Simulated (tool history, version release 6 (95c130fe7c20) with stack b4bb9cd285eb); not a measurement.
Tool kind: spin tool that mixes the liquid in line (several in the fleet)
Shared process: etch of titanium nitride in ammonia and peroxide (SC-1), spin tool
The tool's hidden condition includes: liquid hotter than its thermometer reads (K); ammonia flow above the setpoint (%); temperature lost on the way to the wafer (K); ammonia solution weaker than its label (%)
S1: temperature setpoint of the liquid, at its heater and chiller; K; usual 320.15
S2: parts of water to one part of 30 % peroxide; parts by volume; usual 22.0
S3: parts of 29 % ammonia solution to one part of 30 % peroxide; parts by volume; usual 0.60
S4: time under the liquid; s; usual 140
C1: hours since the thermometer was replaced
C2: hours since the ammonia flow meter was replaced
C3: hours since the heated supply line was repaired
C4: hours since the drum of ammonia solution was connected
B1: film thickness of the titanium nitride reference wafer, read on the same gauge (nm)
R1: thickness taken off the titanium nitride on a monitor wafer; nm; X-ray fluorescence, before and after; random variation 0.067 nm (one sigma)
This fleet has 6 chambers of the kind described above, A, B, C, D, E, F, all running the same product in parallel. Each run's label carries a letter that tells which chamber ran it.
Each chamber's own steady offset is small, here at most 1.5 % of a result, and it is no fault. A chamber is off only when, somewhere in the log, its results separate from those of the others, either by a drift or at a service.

At hour 3.6: chamber E: new drum of ammonia solution connected.
Run 1D, hour 13.0: usual settings; C1 841.4; C2 139.2; C3 2380.3; C4 241.8; B1 49.991. Result: R1 7.3864 nm.
Run 2C, hour 24.6: usual settings; C1 575.9; C2 400.7; C3 1414.3; C4 665.5; B1 49.990. Result: R1 7.3576 nm.
Run 3A, hour 37.9: usual settings; C1 1528.6; C2 649.6; C3 1135.9; C4 92.3; B1 49.972. Result: R1 7.2595 nm.
Run 4B, hour 52.0: usual settings; C1 1443.7; C2 856.4; C3 1502.6; C4 645.1; B1 50.018. Result: R1 7.3994 nm.
Run 5F, hour 64.1: usual settings; C1 710.1; C2 607.8; C3 936.2; C4 88.3; B1 49.994. Result: R1 7.1702 nm.
Run 6E, hour 78.9: usual settings but S2 14.0 parts by volume, S4 215 s; C1 714.5; C2 170.6; C3 1499.0; C4 75.3; B1 50.000. Result: R1 14.5680 nm.
At hour 88.7: chamber B: new drum of ammonia solution connected.
Run 7A, hour 91.3: usual settings but S2 14.0 parts by volume, S4 215 s; C1 1582.0; C2 703.0; C3 1189.3; C4 145.7; B1 49.963. Result: R1 14.5750 nm.
Run 8B, hour 107.3: usual settings but S2 14.0 parts by volume, S4 215 s; C1 1499.0; C2 911.7; C3 1557.9; C4 18.7; B1 49.989. Result: R1 14.3920 nm.
Run 9D, hour 121.5: usual settings but S2 14.0 parts by volume, S4 215 s; C1 949.9; C2 247.7; C3 2488.8; C4 350.3; B1 50.002. Result: R1 14.2550 nm.
Run 10F, hour 129.8: usual settings but S2 14.0 parts by volume, S4 215 s; C1 775.8; C2 673.5; C3 1001.9; C4 154.0; B1 49.991. Result: R1 14.4380 nm.
Run 11E, hour 141.2: usual settings but S2 14.0 parts by volume, S4 215 s; C1 776.8; C2 232.9; C3 1561.3; C4 137.6; B1 50.026. Result: R1 14.3510 nm.
Run 12C, hour 151.9: usual settings; C1 703.2; C2 528.0; C3 1541.6; C4 792.8; B1 49.991. Result: R1 7.2873 nm.
Run 13A, hour 166.9: usual settings; C1 1657.6; C2 778.6; C3 1264.9; C4 221.3; B1 49.978. Result: R1 7.2941 nm.
Run 14D, hour 180.9: usual settings; C1 1009.3; C2 307.1; C3 2548.2; C4 409.7; B1 49.998. Result: R1 7.3687 nm.
Run 15E, hour 195.6: usual settings; C1 831.2; C2 287.3; C3 1615.7; C4 192.0; B1 50.021. Result: R1 7.4445 nm.
Run 16C, hour 208.5: usual settings; C1 759.8; C2 584.6; C3 1598.2; C4 849.4; B1 50.004. Result: R1 7.3023 nm.
Run 17B, hour 223.3: usual settings but S2 30.5 parts by volume; C1 1615.0; C2 1027.7; C3 1673.9; C4 134.7; B1 50.007. Result: R1 5.9059 nm.
Run 18F, hour 232.4: usual settings but S2 30.5 parts by volume; C1 878.4; C2 776.1; C3 1104.5; C4 256.6; B1 50.029. Result: R1 6.1419 nm.
Run 19D, hour 240.7: usual settings but S2 30.5 parts by volume; C1 1069.1; C2 366.9; C3 2608.0; C4 469.5; B1 49.993. Result: R1 6.1750 nm.
At hour 250.7: chamber E: heated supply line repaired.
Run 20F, hour 253.5: usual settings but S2 30.5 parts by volume; C1 899.5; C2 797.2; C3 1125.6; C4 277.7; B1 49.969. Result: R1 6.0127 nm.
Run 21C, hour 267.7: usual settings but S2 30.5 parts by volume; C1 819.0; C2 643.8; C3 1657.4; C4 908.6; B1 49.986. Result: R1 6.1272 nm.
Run 22A, hour 277.1: usual settings but S2 30.5 parts by volume; C1 1767.8; C2 888.8; C3 1375.1; C4 331.5; B1 49.970. Result: R1 6.1019 nm.
Run 23E, hour 285.0: usual settings but S1 323.65 K, S3 0.70 parts by volume; C1 920.6; C2 376.7; C3 34.3; C4 281.4; B1 49.992. Result: R1 9.6075 nm.
At hour 290.4: chamber C: new drum of ammonia solution connected.
Run 24B, hour 296.4: usual settings but S1 323.65 K, S3 0.70 parts by volume; C1 1688.1; C2 1100.8; C3 1747.0; C4 207.8; B1 50.009. Result: R1 9.1949 nm.
Run 25C, hour 309.2: usual settings but S1 323.65 K, S3 0.70 parts by volume; C1 860.5; C2 685.3; C3 1698.9; C4 18.9; B1 50.018. Result: R1 9.5496 nm.
Run 26E, hour 324.5: usual settings but S1 323.65 K, S3 0.70 parts by volume; C1 960.1; C2 416.2; C3 73.8; C4 320.9; B1 50.001. Result: R1 9.6677 nm.
Run 27A, hour 337.2: usual settings but S1 323.65 K, S3 0.70 parts by volume; C1 1827.9; C2 948.9; C3 1435.2; C4 391.6; B1 50.002. Result: R1 9.7150 nm.
Run 28F, hour 345.4: usual settings but S1 323.65 K, S3 0.70 parts by volume; C1 991.4; C2 889.1; C3 1217.5; C4 369.6; B1 50.026. Result: R1 9.7828 nm.
Run 29D, hour 358.0: usual settings; C1 1186.4; C2 484.2; C3 2725.3; C4 586.8; B1 49.970. Result: R1 7.3955 nm.
Run 30B, hour 368.8: usual settings but S3 0.90 parts by volume; C1 1760.5; C2 1173.2; C3 1819.4; C4 280.2; B1 50.041. Result: R1 7.3133 nm.
At hour 375.9: chamber D: thermometer replaced.
Run 31A, hour 381.1: usual settings but S3 0.90 parts by volume; C1 1871.8; C2 992.8; C3 1479.1; C4 435.5; B1 49.980. Result: R1 7.9634 nm.
Run 32C, hour 394.2: usual settings but S3 0.90 parts by volume; C1 945.5; C2 770.3; C3 1783.9; C4 103.9; B1 49.981. Result: R1 7.8979 nm.
Run 33B, hour 402.8: usual settings but S3 0.90 parts by volume; C1 1794.5; C2 1207.2; C3 1853.4; C4 314.2; B1 50.015. Result: R1 7.3516 nm.
At hour 404.3: chamber D: ammonia flow meter replaced.
Run 34E, hour 411.7: usual settings but S3 0.90 parts by volume; C1 1047.3; C2 503.4; C3 161.0; C4 408.1; B1 49.968. Result: R1 8.0297 nm.
Run 35F, hour 422.8: usual settings but S3 0.90 parts by volume; C1 1068.8; C2 966.5; C3 1294.9; C4 447.0; B1 50.033. Result: R1 7.8110 nm.
Run 36D, hour 430.3: usual settings; C1 54.4; C2 26.1; C3 2797.6; C4 659.1; B1 50.013. Result: R1 7.2522 nm.
Run 37B, hour 437.7: usual settings but S2 13.0 parts by volume; C1 1829.4; C2 1242.1; C3 1888.3; C4 349.1; B1 49.983. Result: R1 8.9111 nm.
Run 38C, hour 451.3: usual settings but S2 13.0 parts by volume; C1 1002.6; C2 827.4; C3 1841.0; C4 161.0; B1 50.009. Result: R1 9.7486 nm.
Run 39E, hour 467.2: usual settings but S2 13.0 parts by volume; C1 1102.8; C2 558.9; C3 216.5; C4 463.6; B1 49.982. Result: R1 9.7688 nm.
At hour 469.7: chamber D: heated supply line repaired.
Run 40D, hour 474.7: usual settings but S2 13.0 parts by volume; C1 98.8; C2 70.5; C3 5.0; C4 703.5; B1 50.023. Result: R1 9.7171 nm.
Run 41F, hour 490.4: usual settings but S2 13.0 parts by volume; C1 1136.4; C2 1034.1; C3 1362.5; C4 514.6; B1 50.014. Result: R1 9.9364 nm.

The same settings go to every chamber for the next run, one line per chamber below. Forecast the results for each:
Run 42A, hour 501.9: usual settings but S3 0.85 parts by volume. Result: R1 ?.
Run 42B, hour 501.9: usual settings but S3 0.85 parts by volume. Result: R1 ?.
Run 42C, hour 501.9: usual settings but S3 0.85 parts by volume. Result: R1 ?.
Run 42D, hour 501.9: usual settings but S3 0.85 parts by volume. Result: R1 ?.
Run 42E, hour 501.9: usual settings but S3 0.85 parts by volume. Result: R1 ?.
Run 42F, hour 501.9: usual settings but S3 0.85 parts by volume. Result: R1 ?.

run      R1
42A  7.7198
42B  7.0486
42C  7.8907
42D  7.8526
42E  7.9094
42F  7.9080

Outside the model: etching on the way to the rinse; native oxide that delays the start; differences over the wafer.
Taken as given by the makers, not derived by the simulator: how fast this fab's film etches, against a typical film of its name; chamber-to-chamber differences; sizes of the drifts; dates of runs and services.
